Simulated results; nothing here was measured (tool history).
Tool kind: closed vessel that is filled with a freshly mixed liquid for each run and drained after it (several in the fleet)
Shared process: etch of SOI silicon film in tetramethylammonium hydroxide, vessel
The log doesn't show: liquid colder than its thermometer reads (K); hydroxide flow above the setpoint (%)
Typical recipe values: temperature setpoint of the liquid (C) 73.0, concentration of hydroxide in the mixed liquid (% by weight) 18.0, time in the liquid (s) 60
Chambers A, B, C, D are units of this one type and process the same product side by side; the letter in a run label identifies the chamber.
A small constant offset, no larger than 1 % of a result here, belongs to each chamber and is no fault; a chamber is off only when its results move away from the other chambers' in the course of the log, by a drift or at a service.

| run | hour | temperature setpoint of the liquid (C) | concentration of hydroxide in the mixed liquid (% by weight) | time in the liquid (s) | hours since the thermometer was replaced | hours since the hydroxide flow meter was replaced | read-back film thickness of the SOI silicon film reference wafer, read on the same gauge (nm) | thickness taken off the SOI silicon film on a monitor wafer (Å) |
|---|---|---|---|---|---|---|---|---|
| 1A | 9.1 | 73.0 | 18.0 | 60 | 366.5 | 1650.3 | 110.01 | 4085.9 |
| 2D | 16.0 | 73.0 | 18.0 | 60 | 608.9 | 511.9 | 110.00 | 4058.8 |
| 3C | 23.3 | 73.0 | 18.0 | 60 | 1827.4 | 934.5 | 110.05 | 4030.1 |
| 4B | 30.7 | 73.0 | 18.0 | 60 | 605.0 | 276.5 | 110.00 | 4036.7 |
| 5A | 38.7 | 73.0 | 18.0 | 60 | 396.1 | 1679.9 | 109.99 | 4050.6 |
| 6C | 45.1 | 73.0 | 18.0 | 60 | 1849.2 | 956.3 | 110.00 | 4040.7 |
| 7D | 51.2 | 73.0 | 18.0 | 60 | 644.1 | 547.1 | 109.99 | 4057.9 |
| 8B | 56.1 | 73.0 | 18.0 | 60 | 630.4 | 301.9 | 110.00 | 4015.9 |
| 9D | 62.6 | 73.0 | 18.0 | 60 | 655.5 | 558.5 | 110.01 | 4065.8 |
| 10A | 69.9 | 73.0 | 18.0 | 60 | 427.3 | 1711.1 | 109.97 | 4072.1 |
| 11B | 75.3 | 73.0 | 18.0 | 60 | 649.6 | 321.1 | 109.98 | 4044.7 |
| 12C | 82.4 | 73.0 | 18.0 | 60 | 1886.5 | 993.6 | 109.99 | 4004.8 |
| 13C | 86.9 | 73.0 | 18.0 | 60 | 1891.0 | 998.1 | 110.00 | 4045.2 |
| 14D | 94.3 | 73.0 | 18.0 | 60 | 687.2 | 590.2 | 110.00 | 4050.4 |
| 15B | 99.3 | 73.0 | 18.0 | 60 | 673.6 | 345.1 | 109.98 | 4001.2 |
| 16A | 104.1 | 73.0 | 18.0 | 60 | 461.5 | 1745.3 | 110.03 | 4092.2 |
| 17D | 111.7 | 73.0 | 18.0 | 60 | 704.6 | 607.6 | 110.03 | 4052.9 |
| 18C | 116.3 | 73.0 | 18.0 | 60 | 1920.4 | 1027.5 | 110.03 | 4056.2 |
| 19A | 121.1 | 73.0 | 18.0 | 60 | 478.5 | 1762.3 | 109.98 | 4082.9 |
| 20B | 128.3 | 73.0 | 18.0 | 60 | 702.6 | 374.1 | 110.03 | 3971.0 |
| 21B | 133.3 | 80.0 | 16.0 | 60 | 707.6 | 379.1 | 110.02 | 6255.7 |
| 22C | 138.7 | 80.0 | 16.0 | 60 | 1942.8 | 1049.9 | 109.99 | 6181.1 |
| 23D | 143.4 | 80.0 | 16.0 | 60 | 736.3 | 639.3 | 110.02 | 6327.9 |
| 24A | 148.5 | 80.0 | 16.0 | 60 | 505.9 | 1789.7 | 109.97 | 6344.7 |
| 25C | 154.8 | 73.0 | 18.0 | 60 | 1958.9 | 1066.0 | 110.02 | 4060.2 |
|  | 157.0 | chamber C: hydroxide flow meter replaced |
| 26A | 160.4 | 73.0 | 18.0 | 60 | 517.8 | 1801.6 | 110.02 | 4069.8 |
| 27D | 167.3 | 73.0 | 18.0 | 60 | 760.2 | 663.2 | 110.03 | 4066.6 |
| 28B | 173.9 | 73.0 | 18.0 | 60 | 748.2 | 419.7 | 110.04 | 3968.8 |
| 29C | 178.0 | 73.0 | 18.0 | 60 | 1982.1 | 21.1 | 110.03 | 4044.1 |
| 30A | 186.4 | 73.0 | 18.0 | 60 | 543.8 | 1827.6 | 109.97 | 4081.2 |
| 31B | 191.6 | 73.0 | 18.0 | 60 | 765.9 | 437.4 | 110.02 | 3910.7 |
| 32D | 198.6 | 73.0 | 18.0 | 60 | 791.5 | 694.5 | 109.98 | 4064.7 |
| 33A | 204.3 | 73.0 | 18.0 | 60 | 561.7 | 1845.5 | 110.01 | 4088.8 |
| 34C | 213.2 | 78.5 | 23.5 | 60 | 2017.3 | 56.3 | 109.98 | 4626.1 |
| 35B | 219.5 | 78.5 | 23.5 | 60 | 793.8 | 465.3 | 109.97 | 4502.2 |
| 36D | 225.9 | 78.5 | 23.5 | 60 | 818.8 | 721.8 | 110.01 | 4671.4 |
| 37B | 230.2 | 78.5 | 23.5 | 60 | 804.5 | 476.0 | 110.03 | 4487.3 |
| 38A | 238.9 | 73.0 | 18.0 | 60 | 596.3 | 1880.1 | 110.00 | 4093.6 |

All 4 chambers run these settings next. Forecast each chamber's results:
| 39A | 245.5 | 73.0 | 15.0 | 60 |  |  |  | ? |
| 39B | 245.5 | 73.0 | 15.0 | 60 |  |  |  | ? |
| 39C | 245.5 | 73.0 | 15.0 | 60 |  |  |  | ? |
| 39D | 245.5 | 73.0 | 15.0 | 60 |  |  |  | ? |

| run | thickness taken off the SOI silicon film on a monitor wafer (Å) |
|---|---|
| 39A | 4337.5 |
| 39B | 4147.1 |
| 39C | 4291.7 |
| 39D | 4327.1 |

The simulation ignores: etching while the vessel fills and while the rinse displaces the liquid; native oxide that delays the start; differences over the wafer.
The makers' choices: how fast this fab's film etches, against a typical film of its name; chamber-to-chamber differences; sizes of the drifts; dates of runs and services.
